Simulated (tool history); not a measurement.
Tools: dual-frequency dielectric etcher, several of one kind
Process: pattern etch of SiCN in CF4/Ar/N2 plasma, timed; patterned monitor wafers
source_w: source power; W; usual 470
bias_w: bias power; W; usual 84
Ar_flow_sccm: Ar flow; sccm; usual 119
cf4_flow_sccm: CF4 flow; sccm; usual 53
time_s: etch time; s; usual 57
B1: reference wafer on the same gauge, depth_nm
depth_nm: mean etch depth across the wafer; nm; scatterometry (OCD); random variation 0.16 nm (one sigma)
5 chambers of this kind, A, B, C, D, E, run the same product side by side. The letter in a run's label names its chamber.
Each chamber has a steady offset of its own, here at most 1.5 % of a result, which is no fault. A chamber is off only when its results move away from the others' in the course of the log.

{"run": "1D", "hour": 3.2, "source_w": 470, "bias_w": 84, "Ar_flow_sccm": 119, "cf4_flow_sccm": 53, "time_s": 57, "B1": 59.129, "depth_nm": 49.942}
{"hour": 6.4, "done": "chamber B: CF4 flow controller replaced"}
{"run": "2C", "hour": 7.3, "source_w": 470, "bias_w": 84, "Ar_flow_sccm": 119, "cf4_flow_sccm": 53, "time_s": 57, "B1": 59.087, "depth_nm": 49.969}
{"run": "3E", "hour": 11.8, "source_w": 470, "bias_w": 84, "Ar_flow_sccm": 119, "cf4_flow_sccm": 53, "time_s": 57, "B1": 59.098, "depth_nm": 49.967}
{"run": "4A", "hour": 14.3, "source_w": 470, "bias_w": 84, "Ar_flow_sccm": 119, "cf4_flow_sccm": 53, "time_s": 57, "B1": 59.138, "depth_nm": 49.791}
{"run": "5B", "hour": 17.8, "source_w": 470, "bias_w": 84, "Ar_flow_sccm": 119, "cf4_flow_sccm": 53, "time_s": 57, "B1": 59.106, "depth_nm": 50.771}
{"run": "6B", "hour": 20.8, "source_w": 470, "bias_w": 84, "Ar_flow_sccm": 119, "cf4_flow_sccm": 53, "time_s": 57, "B1": 59.102, "depth_nm": 50.636}
{"run": "7E", "hour": 23.9, "source_w": 470, "bias_w": 84, "Ar_flow_sccm": 119, "cf4_flow_sccm": 53, "time_s": 57, "B1": 59.069, "depth_nm": 50.063}
{"run": "8A", "hour": 27.3, "source_w": 470, "bias_w": 84, "Ar_flow_sccm": 119, "cf4_flow_sccm": 53, "time_s": 57, "B1": 59.099, "depth_nm": 49.729}
{"run": "9C", "hour": 32.1, "source_w": 470, "bias_w": 84, "Ar_flow_sccm": 119, "cf4_flow_sccm": 53, "time_s": 57, "B1": 59.097, "depth_nm": 49.903}
{"run": "10D", "hour": 35.1, "source_w": 470, "bias_w": 84, "Ar_flow_sccm": 119, "cf4_flow_sccm": 53, "time_s": 57, "B1": 59.135, "depth_nm": 50.106}
{"run": "11E", "hour": 38.3, "source_w": 470, "bias_w": 95, "Ar_flow_sccm": 110, "cf4_flow_sccm": 53, "time_s": 57, "B1": 59.096, "depth_nm": 52.961}
{"run": "12A", "hour": 42.4, "source_w": 470, "bias_w": 95, "Ar_flow_sccm": 110, "cf4_flow_sccm": 53, "time_s": 57, "B1": 59.104, "depth_nm": 53.114}
{"run": "13D", "hour": 45.1, "source_w": 470, "bias_w": 95, "Ar_flow_sccm": 110, "cf4_flow_sccm": 53, "time_s": 57, "B1": 59.09, "depth_nm": 53.353}
{"run": "14B", "hour": 49.2, "source_w": 470, "bias_w": 95, "Ar_flow_sccm": 110, "cf4_flow_sccm": 53, "time_s": 57, "B1": 59.13, "depth_nm": 53.953}
{"run": "15C", "hour": 51.8, "source_w": 470, "bias_w": 95, "Ar_flow_sccm": 110, "cf4_flow_sccm": 53, "time_s": 57, "B1": 59.081, "depth_nm": 53.003}
{"run": "16B", "hour": 53.9, "source_w": 470, "bias_w": 84, "Ar_flow_sccm": 119, "cf4_flow_sccm": 53, "time_s": 57, "B1": 59.134, "depth_nm": 50.939}
{"run": "17A", "hour": 56.2, "source_w": 470, "bias_w": 66, "Ar_flow_sccm": 119, "cf4_flow_sccm": 42, "time_s": 57, "B1": 59.096, "depth_nm": 43.715}
{"run": "18C", "hour": 59.4, "source_w": 470, "bias_w": 66, "Ar_flow_sccm": 119, "cf4_flow_sccm": 42, "time_s": 57, "B1": 59.099, "depth_nm": 43.86}
{"run": "19D", "hour": 61.8, "source_w": 470, "bias_w": 66, "Ar_flow_sccm": 119, "cf4_flow_sccm": 42, "time_s": 57, "B1": 59.057, "depth_nm": 43.932}
{"run": "20E", "hour": 66.3, "source_w": 470, "bias_w": 66, "Ar_flow_sccm": 119, "cf4_flow_sccm": 42, "time_s": 57, "B1": 59.084, "depth_nm": 43.57}
{"hour": 69.9, "done": "chamber C: wet clean of the chamber"}
{"run": "21A", "hour": 70.6, "source_w": 470, "bias_w": 66, "Ar_flow_sccm": 119, "cf4_flow_sccm": 42, "time_s": 57, "B1": 59.059, "depth_nm": 43.658}
{"run": "22D", "hour": 73.7, "source_w": 470, "bias_w": 84, "Ar_flow_sccm": 119, "cf4_flow_sccm": 53, "time_s": 57, "B1": 59.11, "depth_nm": 49.598}
{"run": "23C", "hour": 77.8, "source_w": 470, "bias_w": 84, "Ar_flow_sccm": 119, "cf4_flow_sccm": 53, "time_s": 57, "B1": 59.11, "depth_nm": 49.986}
{"run": "24E", "hour": 81.5, "source_w": 470, "bias_w": 84, "Ar_flow_sccm": 119, "cf4_flow_sccm": 53, "time_s": 57, "B1": 59.125, "depth_nm": 49.978}
{"run": "25B", "hour": 86.2, "source_w": 470, "bias_w": 84, "Ar_flow_sccm": 119, "cf4_flow_sccm": 53, "time_s": 57, "B1": 59.151, "depth_nm": 50.457}
{"run": "26E", "hour": 89.2, "source_w": 470, "bias_w": 84, "Ar_flow_sccm": 119, "cf4_flow_sccm": 53, "time_s": 57, "B1": 59.078, "depth_nm": 49.878}
{"run": "27D", "hour": 91.4, "source_w": 470, "bias_w": 84, "Ar_flow_sccm": 119, "cf4_flow_sccm": 53, "time_s": 57, "B1": 59.079, "depth_nm": 49.952}
{"run": "28C", "hour": 96.3, "source_w": 470, "bias_w": 84, "Ar_flow_sccm": 119, "cf4_flow_sccm": 53, "time_s": 57, "B1": 59.092, "depth_nm": 49.925}
{"run": "29A", "hour": 99.4, "source_w": 470, "bias_w": 84, "Ar_flow_sccm": 119, "cf4_flow_sccm": 53, "time_s": 57, "B1": 59.12, "depth_nm": 49.265}
{"run": "30B", "hour": 102.6, "source_w": 470, "bias_w": 84, "Ar_flow_sccm": 119, "cf4_flow_sccm": 53, "time_s": 57, "B1": 59.118, "depth_nm": 50.947}
{"run": "31E", "hour": 106.1, "source_w": 470, "bias_w": 84, "Ar_flow_sccm": 119, "cf4_flow_sccm": 53, "time_s": 57, "B1": 59.044, "depth_nm": 49.969}
{"run": "32B", "hour": 111.0, "source_w": 470, "bias_w": 84, "Ar_flow_sccm": 119, "cf4_flow_sccm": 53, "time_s": 57, "B1": 59.076, "depth_nm": 50.686}
{"run": "33A", "hour": 115.7, "source_w": 470, "bias_w": 84, "Ar_flow_sccm": 119, "cf4_flow_sccm": 53, "time_s": 57, "B1": 59.102, "depth_nm": 49.171}
{"run": "34C", "hour": 117.8, "source_w": 470, "bias_w": 84, "Ar_flow_sccm": 119, "cf4_flow_sccm": 53, "time_s": 57, "B1": 59.105, "depth_nm": 49.538}
{"run": "35D", "hour": 120.4, "source_w": 470, "bias_w": 84, "Ar_flow_sccm": 119, "cf4_flow_sccm": 53, "time_s": 57, "B1": 59.082, "depth_nm": 49.995}
{"run": "36D", "hour": 125.0, "source_w": 470, "bias_w": 84, "Ar_flow_sccm": 119, "cf4_flow_sccm": 53, "time_s": 57, "B1": 59.11, "depth_nm": 50.048}
{"run": "37E", "hour": 128.0, "source_w": 470, "bias_w": 84, "Ar_flow_sccm": 119, "cf4_flow_sccm": 53, "time_s": 57, "B1": 59.042, "depth_nm": 49.846}
{"run": "38B", "hour": 132.9, "source_w": 470, "bias_w": 84, "Ar_flow_sccm": 119, "cf4_flow_sccm": 53, "time_s": 57, "B1": 59.113, "depth_nm": 50.435}
{"run": "39C", "hour": 135.2, "source_w": 510, "bias_w": 84, "Ar_flow_sccm": 119, "cf4_flow_sccm": 53, "time_s": 57, "B1": 59.051, "depth_nm": 53.694}
{"run": "40A", "hour": 138.7, "source_w": 510, "bias_w": 84, "Ar_flow_sccm": 119, "cf4_flow_sccm": 53, "time_s": 57, "B1": 59.08, "depth_nm": 52.439}
{"run": "41A", "hour": 142.5, "source_w": 510, "bias_w": 84, "Ar_flow_sccm": 119, "cf4_flow_sccm": 53, "time_s": 57, "B1": 59.133, "depth_nm": 51.875}
{"run": "42E", "hour": 144.8, "source_w": 510, "bias_w": 84, "Ar_flow_sccm": 119, "cf4_flow_sccm": 53, "time_s": 57, "B1": 59.111, "depth_nm": 53.691}
{"run": "43B", "hour": 148.6, "source_w": 510, "bias_w": 84, "Ar_flow_sccm": 119, "cf4_flow_sccm": 53, "time_s": 57, "B1": 59.094, "depth_nm": 54.253}
{"run": "44C", "hour": 153.3, "source_w": 470, "bias_w": 84, "Ar_flow_sccm": 119, "cf4_flow_sccm": 53, "time_s": 57, "B1": 59.078, "depth_nm": 49.986}

Is one chamber off against the others, does the gauge drift, or is nothing wrong? If a chamber is off, say which, and what the likeliest cause is.

Chamber A drifts away from the others.
Cause: source power that arrives under what is set, % = 3.73.
The log may not tell that from: etch rate under this chamber's usual, %.

Here are 4 candidates for chamber A's next run, each the usual settings with a change, their results left as question marks. Which one brings its results back in line with what the others give on the usual settings?
In line means no further than this from the other chambers' mean on the usual settings: depth_nm 0.56 nm
{"run": "45A-1", "hour": 156.9, "source_w": 480, "bias_w": 85, "Ar_flow_sccm": 118, "cf4_flow_sccm": 53, "time_s": 59.5, "depth_nm": "?"}
{"run": "45A-2", "hour": 156.9, "source_w": 480, "bias_w": 84, "Ar_flow_sccm": 119, "cf4_flow_sccm": 53, "time_s": 58, "depth_nm": "?"}
{"run": "45A-3", "hour": 156.9, "source_w": 460, "bias_w": 84, "Ar_flow_sccm": 119, "cf4_flow_sccm": 53, "time_s": 56, "depth_nm": "?"}
{"run": "45A-4", "hour": 156.9, "source_w": 460, "bias_w": 83, "Ar_flow_sccm": 120, "cf4_flow_sccm": 53, "time_s": 54.5, "depth_nm": "?"}

The other chambers' mean on the usual settings: depth_nm 50.136 nm
run=45A-1 depth_nm=51.965
run=45A-2 depth_nm=50.362
run=45A-3 depth_nm=46.866
run=45A-4 depth_nm=45.344
45A-2 brings the chamber back in line.

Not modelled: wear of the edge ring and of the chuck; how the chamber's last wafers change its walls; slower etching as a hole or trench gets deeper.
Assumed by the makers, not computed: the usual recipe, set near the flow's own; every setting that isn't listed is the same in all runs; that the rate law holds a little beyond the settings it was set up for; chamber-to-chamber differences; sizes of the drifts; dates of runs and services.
